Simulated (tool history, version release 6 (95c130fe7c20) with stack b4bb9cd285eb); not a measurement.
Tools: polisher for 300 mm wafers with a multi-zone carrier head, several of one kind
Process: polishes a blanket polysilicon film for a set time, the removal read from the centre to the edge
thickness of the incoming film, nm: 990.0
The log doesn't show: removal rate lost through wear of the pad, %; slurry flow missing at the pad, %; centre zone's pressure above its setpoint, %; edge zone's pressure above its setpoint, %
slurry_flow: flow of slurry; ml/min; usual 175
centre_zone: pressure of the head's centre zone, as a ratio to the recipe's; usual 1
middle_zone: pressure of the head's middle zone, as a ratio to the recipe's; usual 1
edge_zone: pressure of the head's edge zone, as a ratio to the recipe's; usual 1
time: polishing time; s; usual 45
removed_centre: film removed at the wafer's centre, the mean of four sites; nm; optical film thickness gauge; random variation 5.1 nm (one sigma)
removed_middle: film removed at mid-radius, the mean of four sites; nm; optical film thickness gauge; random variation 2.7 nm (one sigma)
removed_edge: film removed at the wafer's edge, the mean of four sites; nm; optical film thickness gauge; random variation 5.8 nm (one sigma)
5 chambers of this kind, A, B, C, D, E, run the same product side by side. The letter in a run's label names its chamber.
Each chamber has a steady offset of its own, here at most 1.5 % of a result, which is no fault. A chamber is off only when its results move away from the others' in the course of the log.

run   hour  slurry_flow  centre_zone  middle_zone  edge_zone  time  wafers polished on this pad  hours since the slurry nozzle was cleaned  hours since the centre zone pressure was calibrated  hours since the edge zone pressure was calibrated  removed_centre  removed_middle  removed_edge
       1.1  -- chamber B: worn pad replaced by a new one
 1A    4.3          175            1            1          1    45                          288                                      710.6                                                270.2                                               86.3           378.6          382.04        384.18
 2B    7.3          175            1            1          1    45                           91                                      355.7                                                610.1                                              592.3          384.38          389.68        384.03
 3E   10.5          175            1            1          1    45                          748                                      279.3                                                322.8                                              494.6          375.84          380.25        382.68
 4C   13.2          175            1            1          1    45                          252                                       18.1                                                307.9                                              420.1          380.27          384.47        383.73
      14.8  -- chamber E: worn pad replaced by a new one
 5D   16.2          175            1            1          1    45                          640                                      102.3                                                526.8                                             1009.2          386.27          382.74        370.75
 6D   19.9          130            1         0.93          1    45                          694                                        106                                                530.5                                             1012.9          356.63          336.25        368.89
 7E   24.1          130            1         0.93          1    45                          134                                      292.9                                                336.4                                              508.2          358.56           331.5         371.9
 8C   27.4          130            1         0.93          1    45                          458                                       32.3                                                322.1                                              434.3          354.19          342.49        371.08
 9A   30.7          130            1         0.93          1    45                          671                                        737                                                296.6                                              112.7          357.41          340.25        367.02
10B   33.1          130            1         0.93          1    45                          465                                      381.5                                                635.9                                              618.1          367.86          340.19        365.85
11E   36.1          175            1            1          1    45                          308                                      304.9                                                348.4                                              520.2             381          386.07        394.74
12B   39.3          175            1            1          1    45                          555                                      387.7                                                642.1                                              624.3          388.68          391.91        389.78
13A   43.9          175            1            1          1    45                          862                                      750.2                                                309.8                                              125.9          374.54          382.92        382.02
      45.1  -- chamber B: worn pad replaced by a new one
14C   47.4          175            1            1          1    45                          748                                       52.3                                                342.1                                              454.3           380.7          379.74        385.95
15D   50.1          175            1            1          1    45                         1132                                      136.2                                                560.7                                             1043.1          389.55          381.03        376.65
16C   54.9          175            1            1          1    45                          857                                       59.8                                                349.6                                              461.8           384.9          386.32        388.51
17D   57.7          205            1            1          1    53                         1242                                      143.8                                                568.3                                             1050.7          454.99          449.97        449.85
      61.3  -- chamber A: slurry nozzle cleaned
18E   61.8          205            1            1          1    53                          681                                      330.6                                                374.1                                              545.9          458.25          452.53           472
19B   65.4          205            1            1          1    53                          294                                      413.8                                                668.2                                              650.4          470.17          467.32        467.85
      65.6  -- chamber E: worn pad replaced by a new one
20A   69.6          205            1            1          1    53                         1235                                        8.3                                                335.5                                              151.6          465.62          461.14        472.39
21B   72.9          205            1            1          1    53                          403                                      421.3                                                675.7                                              657.9          464.42          466.11        469.31
22D   75.1          175            1            1          1    45                         1494                                      161.2                                                585.7                                             1068.1          368.48          364.65        358.67
        78  -- chamber C: worn pad replaced by a new one
23A   78.4          175            1            1          1    45                         1363                                       17.1                                                344.3                                              160.4          379.18          391.61        387.08
24E   83.1          130            1            1          1    45                          253                                      351.9                                                395.4                                              567.2          346.98          356.47        362.46
      85.6  -- chamber B: worn pad replaced by a new one
      85.8  -- chamber A: worn pad replaced by a new one
25C     86          130            1            1          1    45                          116                                       90.9                                                380.7                                              492.9          350.55          361.17        370.26
26D   88.9          130            1            1          1    45                         1695                                        175                                                599.5                                             1081.9          349.01          335.25         346.7
27B   92.7          130            1            1          1    45                          103                                      441.1                                                695.5                                              677.7          362.48          369.07        373.65
28C   97.1          130            1            1          1    45                          277                                        102                                                391.8                                                504          361.33          363.09        372.26
29A   99.5          145            1            1          1    45                          199                                       38.2                                                365.4                                              181.5          364.04          374.44        390.43
30E  102.6          145            1            1          1    45                          536                                      371.4                                                414.9                                              586.7          358.06          369.29        374.62
     102.7  -- chamber A: centre zone pressure recalibrated
31B  105.9          145            1            1          1    45                          295                                      454.3                                                708.7                                              690.9          366.97          376.92        373.84
32D  110.2          145            1            1          1    45                         2003                                      196.3                                                620.8                                             1103.2          345.63          333.24        330.95
33C  114.2          145            1            1          1    45                          525                                      119.1                                                408.9                                              521.1          368.88          368.75        363.89
34E    117          175            1            1          1    45                          745                                      385.8                                                429.3                                              601.1          385.12          384.06        382.25
35A  121.2          175            1            1          1    45                          514                                       59.9                                                 18.5                                              203.2          380.87          381.66        392.68
36D  124.6          175            1            1          1    45                         2212                                      210.7                                                635.2                                             1117.6          332.05          334.86        331.19

Next, every chamber runs the same settings. What will each give?
37A   128          175            1            1          1    45                                                                                                                                                                                               ?               ?             ?
37B   128          175            1            1          1    45                                                                                                                                                                                               ?               ?             ?
37C   128          175            1            1          1    45                                                                                                                                                                                               ?               ?             ?
37D   128          175            1            1          1    45                                                                                                                                                                                               ?               ?             ?
37E   128          175            1            1          1    45                                                                                                                                                                                               ?               ?             ?

run  removed_centre  removed_middle  removed_edge
37A          391.75          381.38         395.8
37B          385.96          387.09        396.66
37C          387.68          381.94        384.67
37D          335.34          338.07        333.52
37E          380.35          379.59        378.33

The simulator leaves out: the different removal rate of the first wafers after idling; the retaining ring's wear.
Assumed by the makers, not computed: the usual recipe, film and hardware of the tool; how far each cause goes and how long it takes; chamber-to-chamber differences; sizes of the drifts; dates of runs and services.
